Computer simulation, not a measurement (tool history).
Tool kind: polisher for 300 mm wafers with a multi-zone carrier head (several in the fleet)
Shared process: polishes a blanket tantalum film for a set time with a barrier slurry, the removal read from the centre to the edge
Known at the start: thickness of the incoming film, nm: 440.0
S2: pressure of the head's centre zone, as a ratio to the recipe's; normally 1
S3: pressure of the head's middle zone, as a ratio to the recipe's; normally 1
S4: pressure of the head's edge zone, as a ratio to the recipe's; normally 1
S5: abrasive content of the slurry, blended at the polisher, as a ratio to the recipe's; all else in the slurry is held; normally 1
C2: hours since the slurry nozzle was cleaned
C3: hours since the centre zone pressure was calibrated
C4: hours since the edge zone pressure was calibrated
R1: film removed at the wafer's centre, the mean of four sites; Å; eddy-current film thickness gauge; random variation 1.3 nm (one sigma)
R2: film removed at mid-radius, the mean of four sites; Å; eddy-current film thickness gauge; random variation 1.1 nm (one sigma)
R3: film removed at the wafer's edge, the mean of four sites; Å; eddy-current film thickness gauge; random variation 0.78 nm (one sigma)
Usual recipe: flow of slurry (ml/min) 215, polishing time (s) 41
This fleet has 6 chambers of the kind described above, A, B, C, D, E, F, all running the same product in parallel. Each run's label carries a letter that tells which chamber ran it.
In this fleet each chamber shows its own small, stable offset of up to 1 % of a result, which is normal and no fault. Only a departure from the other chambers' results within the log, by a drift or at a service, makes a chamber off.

{"hour": 4.9, "done": "chamber F: slurry nozzle cleaned"}
{"run": "1B", "hour": 9.2, "flow of slurry (ml/min)": 215, "S2": 1, "S3": 1, "S4": 1, "S5": 1, "polishing time (s)": 41, "wafers polished on this pad": 610, "C2": 170.6, "C3": 20.9, "C4": 774.2, "R1": 935.04, "R2": 919.38, "R3": 937.16}
{"hour": 19.6, "done": "chamber E: worn pad replaced by a new one"}
{"run": "2D", "hour": 19.6, "flow of slurry (ml/min)": 215, "S2": 1, "S3": 1, "S4": 1, "S5": 1, "polishing time (s)": 41, "wafers polished on this pad": 504, "C2": 734.3, "C3": 303.9, "C4": 271.7, "R1": 929.33, "R2": 946.07, "R3": 930.63}
{"hour": 33.0, "done": "chamber C: worn pad replaced by a new one"}
{"run": "3A", "hour": 33.6, "flow of slurry (ml/min)": 215, "S2": 1, "S3": 1, "S4": 1, "S5": 1, "polishing time (s)": 41, "wafers polished on this pad": 1021, "C2": 355.9, "C3": 536.2, "C4": 239.6, "R1": 922.41, "R2": 965.54, "R3": 952.71}
{"hour": 43.0, "done": "chamber A: worn pad replaced by a new one"}
{"run": "4E", "hour": 45.0, "flow of slurry (ml/min)": 215, "S2": 1, "S3": 1, "S4": 1, "S5": 1, "polishing time (s)": 41, "wafers polished on this pad": 372, "C2": 342.2, "C3": 367.6, "C4": 105.5, "R1": 926.94, "R2": 930.24, "R3": 923.07}
{"hour": 52.3, "done": "chamber B: worn pad replaced by a new one"}
{"hour": 58.1, "done": "chamber F: worn pad replaced by a new one"}
{"run": "5F", "hour": 60.2, "flow of slurry (ml/min)": 180, "S2": 1, "S3": 1, "S4": 1, "S5": 1.1, "polishing time (s)": 41, "wafers polished on this pad": 30, "C2": 55.4, "C3": 937, "C4": 196.4, "R1": 955.61, "R2": 952.63, "R3": 944.83}
{"run": "6C", "hour": 71.1, "flow of slurry (ml/min)": 180, "S2": 1, "S3": 1, "S4": 1, "S5": 1.1, "polishing time (s)": 41, "wafers polished on this pad": 558, "C2": 646.3, "C3": 923.1, "C4": 648.1, "R1": 926, "R2": 950.16, "R3": 960.32}
{"hour": 75.9, "done": "chamber B: slurry nozzle cleaned"}
{"hour": 76.1, "done": "chamber C: slurry nozzle cleaned"}
{"hour": 79.2, "done": "chamber D: worn pad replaced by a new one"}
{"run": "7B", "hour": 83.9, "flow of slurry (ml/min)": 180, "S2": 1, "S3": 1, "S4": 1, "S5": 1.1, "polishing time (s)": 41, "wafers polished on this pad": 463, "C2": 8.1, "C3": 95.6, "C4": 848.9, "R1": 954.39, "R2": 934.24, "R3": 939.06}
{"run": "8D", "hour": 90.9, "flow of slurry (ml/min)": 180, "S2": 1, "S3": 1, "S4": 1, "S5": 1.1, "polishing time (s)": 41, "wafers polished on this pad": 172, "C2": 805.6, "C3": 375.2, "C4": 343, "R1": 917.42, "R2": 942.23, "R3": 959.36}
{"hour": 92.0, "done": "chamber E: worn pad replaced by a new one"}
{"run": "9C", "hour": 101.8, "flow of slurry (ml/min)": 180, "S2": 1, "S3": 1, "S4": 1, "S5": 1.1, "polishing time (s)": 41, "wafers polished on this pad": 1008, "C2": 25.7, "C3": 953.8, "C4": 678.8, "R1": 904.61, "R2": 924.77, "R3": 946.9}
{"hour": 110.0, "done": "chamber E: slurry nozzle cleaned"}
{"run": "10E", "hour": 114.6, "flow of slurry (ml/min)": 180, "S2": 1, "S3": 1, "S4": 1, "S5": 1.1, "polishing time (s)": 41, "wafers polished on this pad": 331, "C2": 4.7, "C3": 437.2, "C4": 175.1, "R1": 942.85, "R2": 937.07, "R3": 937.27}
{"hour": 117.4, "done": "chamber D: centre zone pressure recalibrated"}
{"hour": 124.4, "done": "chamber A: worn pad replaced by a new one"}
{"run": "11A", "hour": 124.7, "flow of slurry (ml/min)": 170, "S2": 1, "S3": 1, "S4": 1, "S5": 1, "polishing time (s)": 49, "wafers polished on this pad": 5, "C2": 447, "C3": 627.3, "C4": 330.7, "R1": 1076.9, "R2": 1088.7, "R3": 1092.8}
{"hour": 125.8, "done": "chamber C: worn pad replaced by a new one"}
{"hour": 126.5, "done": "chamber B: worn pad replaced by a new one"}
{"run": "12F", "hour": 134.0, "flow of slurry (ml/min)": 170, "S2": 1, "S3": 1, "S4": 1, "S5": 1, "polishing time (s)": 49, "wafers polished on this pad": 1112, "C2": 129.2, "C3": 1010.8, "C4": 270.2, "R1": 1094.7, "R2": 1075, "R3": 1084.2}
{"hour": 142.1, "done": "chamber D: slurry nozzle cleaned"}
{"run": "13E", "hour": 145.1, "flow of slurry (ml/min)": 170, "S2": 1, "S3": 1, "S4": 1, "S5": 1, "polishing time (s)": 49, "wafers polished on this pad": 778, "C2": 35.2, "C3": 467.7, "C4": 205.6, "R1": 1101.2, "R2": 1070.9, "R3": 1087.8}
{"run": "14D", "hour": 152.8, "flow of slurry (ml/min)": 170, "S2": 1, "S3": 1, "S4": 1, "S5": 1, "polishing time (s)": 49, "wafers polished on this pad": 1079, "C2": 10.7, "C3": 35.4, "C4": 404.9, "R1": 1061.8, "R2": 1082.5, "R3": 1082.7}
{"hour": 154.0, "done": "chamber F: worn pad replaced by a new one"}
{"run": "15C", "hour": 160.4, "flow of slurry (ml/min)": 170, "S2": 1, "S3": 1, "S4": 1, "S5": 1, "polishing time (s)": 49, "wafers polished on this pad": 508, "C2": 84.3, "C3": 1012.4, "C4": 737.4, "R1": 1053.1, "R2": 1073.9, "R3": 1102.7}
{"hour": 165.6, "done": "chamber D: worn pad replaced by a new one"}
{"run": "16F", "hour": 169.2, "flow of slurry (ml/min)": 170, "S2": 1, "S3": 1, "S4": 1, "S5": 1, "polishing time (s)": 49, "wafers polished on this pad": 222, "C2": 164.4, "C3": 1046, "C4": 305.4, "R1": 1080.2, "R2": 1072.8, "R3": 1083.1}
{"hour": 176.1, "done": "chamber B: edge zone pressure recalibrated"}
{"hour": 176.9, "done": "chamber E: worn pad replaced by a new one"}
{"run": "17B", "hour": 184.4, "flow of slurry (ml/min)": 215, "S2": 1, "S3": 1, "S4": 1, "S5": 1, "polishing time (s)": 41, "wafers polished on this pad": 849, "C2": 108.6, "C3": 196.1, "C4": 8.3, "R1": 964.23, "R2": 919.38, "R3": 937.57}
{"run": "18A", "hour": 195.9, "flow of slurry (ml/min)": 215, "S2": 1, "S3": 1, "S4": 1, "S5": 1, "polishing time (s)": 41, "wafers polished on this pad": 1048, "C2": 518.2, "C3": 698.5, "C4": 401.9, "R1": 932.69, "R2": 949.79, "R3": 943.62}
{"hour": 206.0, "done": "chamber E: centre zone pressure recalibrated"}
{"run": "19B", "hour": 207.3, "flow of slurry (ml/min)": 215, "S2": 1, "S3": 1, "S4": 1, "S5": 1, "polishing time (s)": 41, "wafers polished on this pad": 1184, "C2": 131.5, "C3": 219, "C4": 31.2, "R1": 969.32, "R2": 932.87, "R3": 952.79}
{"hour": 207.4, "done": "chamber A: worn pad replaced by a new one"}
{"hour": 211.2, "done": "chamber B: worn pad replaced by a new one"}
{"hour": 219.6, "done": "chamber C: worn pad replaced by a new one"}
{"run": "20C", "hour": 219.8, "flow of slurry (ml/min)": 215, "S2": 1, "S3": 1, "S4": 1, "S5": 1, "polishing time (s)": 41, "wafers polished on this pad": 3, "C2": 143.7, "C3": 1071.8, "C4": 796.8, "R1": 883.77, "R2": 951.17, "R3": 941.07}
{"run": "21F", "hour": 229.7, "flow of slurry (ml/min)": 215, "S2": 1, "S3": 1, "S4": 1, "S5": 1, "polishing time (s)": 41, "wafers polished on this pad": 1109, "C2": 224.9, "C3": 1106.5, "C4": 365.9, "R1": 897.06, "R2": 941.01, "R3": 930.95}
{"run": "22E", "hour": 241.6, "flow of slurry (ml/min)": 215, "S2": 1, "S3": 1, "S4": 1, "S5": 1, "polishing time (s)": 41, "wafers polished on this pad": 948, "C2": 131.7, "C3": 35.7, "C4": 302.1, "R1": 934.68, "R2": 913.93, "R3": 933.33}
{"hour": 245.5, "done": "chamber F: worn pad replaced by a new one"}
{"run": "23A", "hour": 249.9, "flow of slurry (ml/min)": 215, "S2": 1, "S3": 1, "S4": 1, "S5": 1, "polishing time (s)": 41, "wafers polished on this pad": 623, "C2": 572.2, "C3": 752.5, "C4": 455.9, "R1": 944.2, "R2": 955.84, "R3": 936.53}
{"hour": 259.2, "done": "chamber D: worn pad replaced by a new one"}
{"hour": 259.3, "done": "chamber E: worn pad replaced by a new one"}
{"run": "24D", "hour": 263.8, "flow of slurry (ml/min)": 215, "S2": 1, "S3": 1, "S4": 1, "S5": 0.8, "polishing time (s)": 41, "wafers polished on this pad": 68, "C2": 121.7, "C3": 146.4, "C4": 515.9, "R1": 867.46, "R2": 882.26, "R3": 880.19}
{"run": "25F", "hour": 271.5, "flow of slurry (ml/min)": 215, "S2": 1, "S3": 1, "S4": 1, "S5": 0.8, "polishing time (s)": 41, "wafers polished on this pad": 381, "C2": 266.7, "C3": 1148.3, "C4": 407.7, "R1": 883.03, "R2": 869.18, "R3": 866.91}
{"hour": 272.6, "done": "chamber F: centre zone pressure recalibrated"}
{"hour": 283.0, "done": "chamber A: worn pad replaced by a new one"}
{"run": "26E", "hour": 283.2, "flow of slurry (ml/min)": 215, "S2": 1, "S3": 1, "S4": 1, "S5": 0.8, "polishing time (s)": 41, "wafers polished on this pad": 351, "C2": 173.3, "C3": 77.3, "C4": 343.7, "R1": 880.35, "R2": 858.2, "R3": 884.49}
{"hour": 288.0, "done": "chamber B: worn pad replaced by a new one"}
{"run": "27C", "hour": 293.2, "flow of slurry (ml/min)": 215, "S2": 1, "S3": 1, "S4": 1, "S5": 0.8, "polishing time (s)": 41, "wafers polished on this pad": 1078, "C2": 217.1, "C3": 1145.2, "C4": 870.2, "R1": 845.54, "R2": 875.85, "R3": 883.44}
{"hour": 303.2, "done": "chamber C: worn pad replaced by a new one"}
{"run": "28A", "hour": 303.3, "flow of slurry (ml/min)": 215, "S2": 1, "S3": 1, "S4": 1, "S5": 0.8, "polishing time (s)": 41, "wafers polished on this pad": 297, "C2": 625.6, "C3": 805.9, "C4": 509.3, "R1": 882.75, "R2": 892.16, "R3": 887.78}
{"run": "29B", "hour": 313.7, "flow of slurry (ml/min)": 215, "S2": 1, "S3": 1, "S4": 1, "S5": 0.8, "polishing time (s)": 41, "wafers polished on this pad": 377, "C2": 237.9, "C3": 325.4, "C4": 137.6, "R1": 867.97, "R2": 873.77, "R3": 880.15}
{"hour": 318.4, "done": "chamber B: slurry nozzle cleaned"}
{"run": "30D", "hour": 325.7, "flow of slurry (ml/min)": 215, "S2": 1, "S3": 1, "S4": 1, "S5": 1, "polishing time (s)": 41, "wafers polished on this pad": 975, "C2": 183.6, "C3": 208.3, "C4": 577.8, "R1": 912.08, "R2": 964.58, "R3": 940.33}
{"run": "31D", "hour": 333.4, "flow of slurry (ml/min)": 215, "S2": 1, "S3": 1, "S4": 1, "S5": 1, "polishing time (s)": 41, "wafers polished on this pad": 1087, "C2": 191.3, "C3": 216, "C4": 585.5, "R1": 943.1, "R2": 940.04, "R3": 940.57}
{"hour": 334.6, "done": "chamber D: worn pad replaced by a new one"}
{"hour": 337.5, "done": "chamber F: worn pad replaced by a new one"}
{"hour": 339.3, "done": "chamber B: centre zone pressure recalibrated"}
{"run": "32B", "hour": 345.1, "flow of slurry (ml/min)": 215, "S2": 1, "S3": 1, "S4": 1, "S5": 1, "polishing time (s)": 41, "wafers polished on this pad": 837, "C2": 26.8, "C3": 5.9, "C4": 169, "R1": 955.66, "R2": 933.95, "R3": 935.72}
{"hour": 348.1, "done": "chamber E: worn pad replaced by a new one"}
{"run": "33A", "hour": 358.2, "flow of slurry (ml/min)": 155, "S2": 1, "S3": 1, "S4": 1, "S5": 0.85, "polishing time (s)": 41, "wafers polished on this pad": 1101, "C2": 680.5, "C3": 860.8, "C4": 564.2, "R1": 832.84, "R2": 862.34, "R3": 856.82}
{"run": "34C", "hour": 368.6, "flow of slurry (ml/min)": 155, "S2": 1, "S3": 1, "S4": 1, "S5": 0.85, "polishing time (s)": 41, "wafers polished on this pad": 959, "C2": 292.5, "C3": 1220.6, "C4": 945.6, "R1": 802.17, "R2": 852.48, "R3": 866.86}
{"run": "35F", "hour": 378.7, "flow of slurry (ml/min)": 155, "S2": 1, "S3": 1, "S4": 1, "S5": 0.85, "polishing time (s)": 41, "wafers polished on this pad": 603, "C2": 373.9, "C3": 106.2, "C4": 514.9, "R1": 825.72, "R2": 832.56, "R3": 856.32}
{"run": "36E", "hour": 387.9, "flow of slurry (ml/min)": 155, "S2": 1, "S3": 1, "S4": 1, "S5": 0.85, "polishing time (s)": 41, "wafers polished on this pad": 583, "C2": 278, "C3": 182, "C4": 448.4, "R1": 859.65, "R2": 836.85, "R3": 840.43}
{"run": "37E", "hour": 397.3, "flow of slurry (ml/min)": 155, "S2": 1, "S3": 1, "S4": 1, "S5": 0.85, "polishing time (s)": 41, "wafers polished on this pad": 721, "C2": 287.4, "C3": 191.4, "C4": 457.8, "R1": 839.34, "R2": 838.99, "R3": 857.96}
{"run": "38F", "hour": 410.9, "flow of slurry (ml/min)": 155, "S2": 1, "S3": 1, "S4": 1, "S5": 0.85, "polishing time (s)": 41, "wafers polished on this pad": 1075, "C2": 406.1, "C3": 138.4, "C4": 547.1, "R1": 827.94, "R2": 843.41, "R3": 861.13}
{"hour": 422.5, "done": "chamber D: worn pad replaced by a new one"}
{"run": "39D", "hour": 422.5, "flow of slurry (ml/min)": 215, "S2": 1, "S3": 1, "S4": 1, "S5": 1, "polishing time (s)": 41, "wafers polished on this pad": 0, "C2": 280.4, "C3": 305.1, "C4": 674.6, "R1": 938.75, "R2": 944.47, "R3": 927.6}

Read the log: is a single chamber off, either drifting away or since a service, is the gauge that measures every chamber drifting, or is nothing wrong beyond small per-chamber offsets? Name any odd chamber and what most likely caused it.

It is chamber C that slowly wanders off from its peers.
Most likely cause: centre zone's pressure below its setpoint, % = 8.

Here are 4 candidates for chamber C's next run, each the usual settings with a change, their results left as question marks. Which one brings its results back in line with what the others give on the usual settings?
In line here means within this much of the mean the other chambers give on the usual settings: R1 46 Å; R2 37 Å; R3 27 Å
{"run": "40C-1", "hour": 433.7, "flow of slurry (ml/min)": 225, "S2": 1.15, "S3": 0.98, "S4": 0.94, "S5": 1, "polishing time (s)": 42, "R1": "?", "R2": "?", "R3": "?"}
{"run": "40C-2", "hour": 433.7, "flow of slurry (ml/min)": 205, "S2": 0.86, "S3": 1.02, "S4": 1.05, "S5": 1, "polishing time (s)": 41, "R1": "?", "R2": "?", "R3": "?"}
{"run": "40C-3", "hour": 433.7, "flow of slurry (ml/min)": 210, "S2": 0.93, "S3": 1.01, "S4": 1.03, "S5": 1, "polishing time (s)": 41, "R1": "?", "R2": "?", "R3": "?"}
{"run": "40C-4", "hour": 433.7, "flow of slurry (ml/min)": 220, "S2": 1.07, "S3": 0.99, "S4": 0.97, "S5": 1, "polishing time (s)": 41, "R1": "?", "R2": "?", "R3": "?"}

Mean of the other chambers on the usual settings: R1 936.18 Å; R2 936.66 Å; R3 936.66 Å
run=40C-1 R1=1034.5 R2=954.16 R3=939.13
run=40C-2 R1=725.4 R2=955.07 R3=961.1
run=40C-3 R1=793.66 R2=949.44 R3=953.92
run=40C-4 R1=931.17 R2=937.64 R3=929.32
The right change is 40C-4: it brings the chamber back within the allowed miss of the others.

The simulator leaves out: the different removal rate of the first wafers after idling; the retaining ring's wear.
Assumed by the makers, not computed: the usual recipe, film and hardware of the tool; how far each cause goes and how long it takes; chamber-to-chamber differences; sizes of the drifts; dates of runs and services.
